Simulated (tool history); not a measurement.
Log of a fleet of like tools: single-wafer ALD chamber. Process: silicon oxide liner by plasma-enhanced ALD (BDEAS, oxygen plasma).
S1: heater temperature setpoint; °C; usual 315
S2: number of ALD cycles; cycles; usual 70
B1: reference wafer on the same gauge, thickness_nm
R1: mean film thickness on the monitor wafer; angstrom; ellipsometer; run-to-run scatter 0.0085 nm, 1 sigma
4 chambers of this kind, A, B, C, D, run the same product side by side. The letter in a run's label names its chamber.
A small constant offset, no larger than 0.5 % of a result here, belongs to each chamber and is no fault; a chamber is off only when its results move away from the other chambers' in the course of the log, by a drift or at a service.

run,hour,S1,S2,B1,R1
1A,12.3,315,70,6.2193,63.533
2B,23.0,315,70,6.2156,63.464
3D,36.4,315,70,6.2146,63.554
4C,46.2,315,70,6.2137,63.535
5B,55.8,315,70,6.2145,63.663
6D,71.3,315,70,6.2147,63.364
7A,81.7,315,70,6.2139,63.389
8C,93.8,315,70,6.2109,63.783
9D,107.3,315,70,6.2102,63.337
10A,120.1,315,84,6.2091,76.341
11C,134.6,315,84,6.2062,76.113
12B,145.1,315,84,6.2039,76.210
13C,153.0,315,84,6.2053,76.156
14A,162.8,315,61,6.2029,55.447
15B,170.4,315,61,6.2017,55.240
16D,184.2,315,61,6.2006,55.211
17A,194.5,315,61,6.1992,55.259
18B,207.8,315,70,6.1987,63.485
19C,221.6,315,80,6.1951,72.751
20D,232.8,315,80,6.1949,72.227
21C,247.3,315,80,6.1945,72.595
22A,261.0,315,80,6.1932,72.491
23B,269.4,315,70,6.1938,63.364
24D,284.3,315,70,6.1933,63.185
25B,295.0,315,70,6.1891,63.201
26C,309.9,315,70,6.1876,63.374
27D,317.1,315,70,6.1877,63.277
28A,324.6,315,70,6.1877,63.232

Read the log: is a single chamber off, either drifting away or since a service, is the gauge that measures every chamber drifting, or is nothing wrong beyond small per-chamber offsets? Name any odd chamber and what most likely caused it.

The gauge drifts, so all chambers seem to drift together. No chamber is off.
Cause: gauge reads low (%) = 0.554.

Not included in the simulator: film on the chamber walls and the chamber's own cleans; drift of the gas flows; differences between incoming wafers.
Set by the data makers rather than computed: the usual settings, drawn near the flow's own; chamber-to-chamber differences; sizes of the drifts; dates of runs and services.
